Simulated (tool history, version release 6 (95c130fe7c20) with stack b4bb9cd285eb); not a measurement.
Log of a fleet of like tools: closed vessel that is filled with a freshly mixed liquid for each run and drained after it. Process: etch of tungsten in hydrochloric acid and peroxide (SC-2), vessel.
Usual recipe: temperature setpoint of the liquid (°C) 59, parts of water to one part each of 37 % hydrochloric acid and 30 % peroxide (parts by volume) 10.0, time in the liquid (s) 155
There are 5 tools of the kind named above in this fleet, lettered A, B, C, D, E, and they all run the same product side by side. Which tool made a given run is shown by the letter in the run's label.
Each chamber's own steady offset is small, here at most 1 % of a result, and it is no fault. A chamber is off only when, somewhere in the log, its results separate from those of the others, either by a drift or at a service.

run   hour  temperature setpoint of the liquid (°C)  parts of water to one part each of 37 % hydrochloric acid and 30 % peroxide (parts by volume)  time in the liquid (s)  hours since the thermometer was replaced  hours since the chemicals flow meter was replaced  hours since the drum of peroxide was connected  read-back film thickness of the tungsten reference wafer, read on the same gauge (nm)  thickness taken off the tungsten on a monitor wafer (Å)
 1A    3.9                                       59                                                                                           10.0                     155                                    1114.0                                              186.4                                           563.2                                                                                 49.992                                                   357.62
 2D    7.1                                       59                                                                                           10.0                     155                                    1623.4                                             1332.3                                            98.3                                                                                 50.002                                                   357.84
 3C   12.4                                       59                                                                                           10.0                     155                                     743.9                                              132.8                                            13.2                                                                                 50.021                                                   359.14
 4B   15.4                                       59                                                                                           10.0                     155                                     141.1                                              139.8                                          1179.8                                                                                 50.008                                                   357.74
 5E   19.0                                       59                                                                                           10.0                     155                                     908.9                                              767.6                                           250.5                                                                                 49.971                                                   358.07
 6B   23.6                                       59                                                                                           13.5                     235                                     149.3                                              148.0                                          1188.0                                                                                 49.989                                                   421.37
 7E   29.4                                       59                                                                                           13.5                     235                                     919.3                                              778.0                                           260.9                                                                                 50.031                                                   419.61
 8C   34.9                                       59                                                                                           13.5                     235                                     766.4                                              155.3                                            35.7                                                                                 50.019                                                   422.19
 9A   39.8                                       59                                                                                           13.5                     235                                    1149.9                                              222.3                                           599.1                                                                                 50.027                                                   417.60
10D   45.8                                       59                                                                                           13.5                     235                                    1662.1                                             1371.0                                           137.0                                                                                 49.971                                                   423.42
11E   50.2                                       59                                                                                           10.0                     155                                     940.1                                              798.8                                           281.7                                                                                 49.940                                                   359.77
12C   54.8                                       59                                                                                           10.0                     155                                     786.3                                              175.2                                            55.6                                                                                 49.983                                                   364.47
      60.1  -- chamber B: new drum of peroxide connected
13B   61.0                                       59                                                                                           10.0                     155                                     186.7                                              185.4                                             1.0                                                                                 50.013                                                   362.13
14D   65.6                                       59                                                                                           10.0                     155                                    1681.9                                             1390.8                                           156.8                                                                                 50.008                                                   358.33
15A   68.4                                       59                                                                                           10.0                     155                                    1178.5                                              250.9                                           627.7                                                                                 49.966                                                   357.92
16E   73.3                                       59                                                                                           10.0                     155                                     963.2                                              821.9                                           304.8                                                                                 49.986                                                   353.83
17B   76.9                                       59                                                                                           10.0                     155                                     202.6                                              201.3                                            16.9                                                                                 49.967                                                   370.83
      77.4  -- chamber D: thermometer replaced
18A   80.2                                       59                                                                                           10.0                     155                                    1190.3                                              262.7                                           639.5                                                                                 50.023                                                   358.82
19C   83.3                                       59                                                                                           10.0                     155                                     814.8                                              203.7                                            84.1                                                                                 50.001                                                   364.45
20D   87.3                                       59                                                                                           10.0                     155                                       9.9                                             1412.5                                           178.5                                                                                 50.006                                                   357.50
21C   90.7                                       59                                                                                           10.0                     155                                     822.2                                              211.1                                            91.5                                                                                 49.990                                                   357.74
22B   94.9                                       59                                                                                           10.0                     155                                     220.6                                              219.3                                            34.9                                                                                 50.040                                                   374.17
23A  100.2                                       59                                                                                           10.0                     155                                    1210.3                                              282.7                                           659.5                                                                                 50.019                                                   359.42
     105.0  -- chamber E: new drum of peroxide connected
24E  105.6                                       59                                                                                           10.0                     155                                     995.5                                              854.2                                             0.6                                                                                 50.006                                                   353.97
25D  108.9                                       59                                                                                           10.0                     155                                      31.5                                             1434.1                                           200.1                                                                                 50.025                                                   356.24
26C  114.6                                       59                                                                                           10.0                     155                                     846.1                                              235.0                                           115.4                                                                                 49.985                                                   361.62
27B  120.0                                       59                                                                                           10.0                     155                                     245.7                                              244.4                                            60.0                                                                                 50.019                                                   382.94
28A  124.9                                       59                                                                                           10.0                     155                                    1235.0                                              307.4                                           684.2                                                                                 49.977                                                   359.35
29D  130.5                                       59                                                                                           10.0                     155                                      53.1                                             1455.7                                           221.7                                                                                 49.998                                                   362.07
30E  136.6                                       59                                                                                           10.0                     155                                    1026.5                                              885.2                                            31.6                                                                                 49.982                                                   359.88
31E  141.6                                       59                                                                                           10.0                     155                                    1031.5                                              890.2                                            36.6                                                                                 50.000                                                   357.96
32A  145.8                                       59                                                                                           10.0                     155                                    1255.9                                              328.3                                           705.1                                                                                 49.970                                                   356.87

All 5 chambers run these settings next. Forecast each chamber's results:
33A  150.3                                       59                                                                                           14.0                     155                                                                                                                                                                                                                                                                                            ?
33B  150.3                                       59                                                                                           14.0                     155                                                                                                                                                                                                                                                                                            ?
33C  150.3                                       59                                                                                           14.0                     155                                                                                                                                                                                                                                                                                            ?
33D  150.3                                       59                                                                                           14.0                     155                                                                                                                                                                                                                                                                                            ?
33E  150.3                                       59                                                                                           14.0                     155                                                                                                                                                                                                                                                                                            ?

run  thickness taken off the tungsten on a monitor wafer (Å)
33A                                                   268.60
33B                                                   293.82
33C                                                   266.92
33D                                                   268.80
33E                                                   266.19

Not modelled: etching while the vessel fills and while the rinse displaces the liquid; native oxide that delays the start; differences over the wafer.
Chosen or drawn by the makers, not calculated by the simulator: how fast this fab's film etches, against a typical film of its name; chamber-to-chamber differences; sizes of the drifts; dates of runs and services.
